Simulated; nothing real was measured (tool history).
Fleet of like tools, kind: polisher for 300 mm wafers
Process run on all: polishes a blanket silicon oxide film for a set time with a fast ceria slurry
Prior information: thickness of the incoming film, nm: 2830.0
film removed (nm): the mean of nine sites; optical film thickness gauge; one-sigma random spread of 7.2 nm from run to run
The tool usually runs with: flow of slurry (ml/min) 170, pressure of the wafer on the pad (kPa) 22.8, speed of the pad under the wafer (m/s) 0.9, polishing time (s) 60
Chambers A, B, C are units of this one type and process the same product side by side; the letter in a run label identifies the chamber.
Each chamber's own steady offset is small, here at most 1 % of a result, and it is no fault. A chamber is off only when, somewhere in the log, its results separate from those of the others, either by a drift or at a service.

run,hour,flow of slurry (ml/min),pressure of the wafer on the pad (kPa),speed of the pad under the wafer (m/s),polishing time (s),film removed (nm)
1B,6,170,22.8,0.9,60,878.57
2A,9.9,170,22.8,0.9,60,891.78
# hour 13.6: chamber B: worn pad replaced by a new one
3C,15,170,22.8,0.9,60,897.08
# hour 21.4: chamber A: worn pad replaced by a new one
4B,23.8,170,22.8,0.9,60,894.16
5C,29.7,170,22.8,0.9,60,904.41
6A,33.9,170,22.8,0.9,60,894.64
7C,40.9,170,22.8,0.9,60,879.05
8B,45.7,170,22.8,0.9,60,884.38
# hour 50.8: chamber A: head pressure recalibrated
9A,51.5,170,22.8,0.9,60,894.67
10A,56.5,170,22.8,0.9,60,902.19
# hour 64.3: chamber B: worn pad replaced by a new one
11C,64.4,170,22.8,0.9,60,895.82
# hour 64.6: chamber A: worn pad replaced by a new one
12B,69.4,170,22.8,0.9,60,871.33
13B,75.5,170,22.8,0.9,60,894.35
14C,81.7,135,22.8,1.08,60,1032.3
15A,90.2,135,22.8,1.08,60,1030.1
16A,96.6,135,22.8,1.08,60,1025.5
17C,102,170,22.8,0.9,60,886.38
18B,105.8,170,22.8,0.9,60,893.24
# hour 107: chamber A: worn pad replaced by a new one
19B,112.8,170,27.6,0.9,60,1056.7
20A,118.1,170,27.6,0.9,60,1084.5
# hour 119: chamber B: worn pad replaced by a new one
# hour 122.1: chamber C: worn pad replaced by a new one
21C,122.3,170,27.6,0.9,60,1095
22C,128.8,170,22.8,0.9,60,885.39
23A,133.7,170,22.8,1.18,60,1171.7
24B,137.8,170,22.8,1.18,60,1168.4
25B,145.5,170,22.8,1.18,60,1155.1
# hour 151.8: chamber A: worn pad replaced by a new one
26A,153.3,170,22.8,0.9,60,891.06
27C,162.1,170,22.8,0.9,60,910.34
28C,167.7,170,22.8,0.9,60,896.33
# hour 172.9: chamber B: worn pad replaced by a new one
29B,174.2,170,22.8,0.9,60,892.09
30A,178.2,170,22.8,0.9,60,887.2
31B,187,170,22.8,0.9,60,887.43
32A,195.4,170,22.8,0.72,70,825.55
# hour 198.4: chamber A: worn pad replaced by a new one
33C,201.1,170,22.8,0.72,70,820.54
34C,208.7,170,22.8,0.72,70,828.95
35B,214,170,22.8,0.9,60,895.81
# hour 218.5: chamber B: worn pad replaced by a new one
36A,219.4,170,22.8,0.9,60,893.51
37C,224.9,170,22.8,0.9,60,910.66
38B,230.8,170,22.8,0.9,60,876.8

Does one chamber stand apart from the rest, does the shared gauge drift, or is all well apart from small per-chamber offsets? Give the chamber and the most likely cause, where there is one.

All chambers stay in line apart from their small fixed offsets, and the gauge does not drift.
